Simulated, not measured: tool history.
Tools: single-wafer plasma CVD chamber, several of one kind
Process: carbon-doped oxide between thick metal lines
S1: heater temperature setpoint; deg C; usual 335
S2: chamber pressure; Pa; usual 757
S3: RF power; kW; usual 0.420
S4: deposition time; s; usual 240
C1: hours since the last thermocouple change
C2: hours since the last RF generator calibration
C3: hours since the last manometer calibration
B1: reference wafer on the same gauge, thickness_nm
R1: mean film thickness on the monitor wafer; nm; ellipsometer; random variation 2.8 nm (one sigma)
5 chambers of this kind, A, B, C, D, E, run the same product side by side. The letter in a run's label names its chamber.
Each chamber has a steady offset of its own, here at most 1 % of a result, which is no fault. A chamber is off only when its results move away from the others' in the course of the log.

Run 1E, day 0.304: usual settings; C1 1396.3; C2 1344.8; C3 1678.2; B1 1090.2. Result: R1 1148.40 nm.
Run 2D, day 0.504: usual settings; C1 880.8; C2 240.1; C3 1711.4; B1 1089.3. Result: R1 1134.40 nm.
Run 3C, day 0.792: usual settings; C1 1066.2; C2 918.8; C3 223.7; B1 1090.6. Result: R1 1147.50 nm.
Run 4A, day 1.004: usual settings; C1 609.4; C2 137.1; C3 342.1; B1 1089.5. Result: R1 1131.10 nm.
Run 5B, day 1.250: usual settings; C1 929.1; C2 785.9; C3 2592.6; B1 1090.2. Result: R1 1140.90 nm.
Run 6C, day 1.596: usual settings; C1 1085.5; C2 938.1; C3 243.0; B1 1089.9. Result: R1 1142.70 nm.
Run 7E, day 1.829: usual settings; C1 1432.9; C2 1381.4; C3 1714.8; B1 1089.5. Result: R1 1142.20 nm.
Run 8B, day 2.067: usual settings; C1 948.7; C2 805.5; C3 2612.2; B1 1089.7. Result: R1 1142.10 nm.
Run 9A, day 2.288: usual settings; C1 640.2; C2 167.9; C3 372.9; B1 1090.5. Result: R1 1131.80 nm.
Run 10D, day 2.488: usual settings; C1 928.4; C2 287.7; C3 1759.0; B1 1090.9. Result: R1 1135.50 nm.
Run 11A, day 2.708: usual settings; C1 650.3; C2 178.0; C3 383.0; B1 1090.1. Result: R1 1130.10 nm.
At day 2.783: chamber E: thermocouple changed; heater temperature recalibrated.
Run 12E, day 2.954: usual settings; C1 4.2; C2 1408.4; C3 1741.8; B1 1090.9. Result: R1 1145.50 nm.
Run 13D, day 3.246: usual settings; C1 946.6; C2 305.9; C3 1777.2; B1 1090.4. Result: R1 1133.50 nm.
Run 14C, day 3.479: usual settings; C1 1130.7; C2 983.3; C3 288.2; B1 1090.4. Result: R1 1147.10 nm.
Run 15B, day 3.650: usual settings; C1 986.7; C2 843.5; C3 2650.2; B1 1089.8. Result: R1 1134.90 nm.
Run 16A, day 3.967: usual settings; C1 680.5; C2 208.2; C3 413.2; B1 1090.4. Result: R1 1139.20 nm.
Run 17B, day 4.283: usual settings; C1 1001.9; C2 858.7; C3 2665.4; B1 1090.3. Result: R1 1144.50 nm.
Run 18C, day 4.483: usual settings; C1 1154.8; C2 1007.4; C3 312.3; B1 1089.7. Result: R1 1142.50 nm.
At day 4.746: chamber B: capacitance manometer re-zeroed and calibrated.
Run 19E, day 4.758: usual settings; C1 47.5; C2 1451.7; C3 1785.1; B1 1089.6. Result: R1 1138.70 nm.
Run 20D, day 5.029: usual settings; C1 989.4; C2 348.7; C3 1820.0; B1 1090.0. Result: R1 1132.10 nm.
Run 21E, day 5.388: usual settings; C1 62.6; C2 1466.8; C3 1800.2; B1 1090.0. Result: R1 1135.00 nm.
Run 22B, day 5.562: usual settings; C1 1032.6; C2 889.4; C3 19.6; B1 1089.3. Result: R1 1143.90 nm.
Run 23C, day 5.788: usual settings but S3 0.485 kW, S4 281 s; C1 1186.1; C2 1038.7; C3 343.6; B1 1089.8. Result: R1 1478.60 nm.
Run 24A, day 6.050: usual settings but S3 0.485 kW, S4 281 s; C1 730.5; C2 258.2; C3 463.2; B1 1089.6. Result: R1 1466.90 nm.
Run 25D, day 6.350: usual settings but S3 0.485 kW, S4 281 s; C1 1021.1; C2 380.4; C3 1851.7; B1 1090.9. Result: R1 1474.30 nm.
Run 26D, day 6.688: usual settings but S3 0.485 kW, S4 281 s; C1 1029.2; C2 388.5; C3 1859.8; B1 1090.7. Result: R1 1470.90 nm.
Run 27E, day 6.979: usual settings but S3 0.485 kW, S4 281 s; C1 100.8; C2 1505.0; C3 1838.4; B1 1089.9. Result: R1 1462.60 nm.
Run 28B, day 7.267: usual settings; C1 1073.5; C2 930.3; C3 60.5; B1 1090.1. Result: R1 1141.80 nm.
Run 29A, day 7.442: usual settings; C1 763.9; C2 291.6; C3 496.6; B1 1091.0. Result: R1 1132.00 nm.
Run 30C, day 7.721: usual settings; C1 1232.5; C2 1085.1; C3 390.0; B1 1090.2. Result: R1 1150.90 nm.
Run 31B, day 7.883: usual settings; C1 1088.3; C2 945.1; C3 75.3; B1 1090.2. Result: R1 1138.90 nm.
Run 32E, day 8.212: usual settings but S1 328 deg C; C1 130.4; C2 1534.6; C3 1868.0; B1 1089.7. Result: R1 1141.90 nm.
Run 33D, day 8.404: usual settings but S1 328 deg C; C1 1070.4; C2 429.7; C3 1901.0; B1 1089.5. Result: R1 1158.80 nm.
Run 34C, day 8.588: usual settings but S1 328 deg C; C1 1253.3; C2 1105.9; C3 410.8; B1 1089.8. Result: R1 1177.40 nm.
Run 35A, day 8.854: usual settings but S1 328 deg C; C1 797.8; C2 325.5; C3 530.5; B1 1089.6. Result: R1 1160.30 nm.
Run 36B, day 9.092: usual settings but S1 328 deg C; C1 1117.3; C2 974.1; C3 104.3; B1 1090.4. Result: R1 1169.70 nm.

Next, every chamber runs the same settings. What will each give?
Run 37A, day 9.350: usual settings but S4 201 s. Result: R1 ?.
Run 37B, day 9.350: usual settings but S4 201 s. Result: R1 ?.
Run 37C, day 9.350: usual settings but S4 201 s. Result: R1 ?.
Run 37D, day 9.350: usual settings but S4 201 s. Result: R1 ?.
Run 37E, day 9.350: usual settings but S4 201 s. Result: R1 ?.

run      R1
37A  950.07
37B  955.07
37C  961.85
37D  949.86
37E  930.27
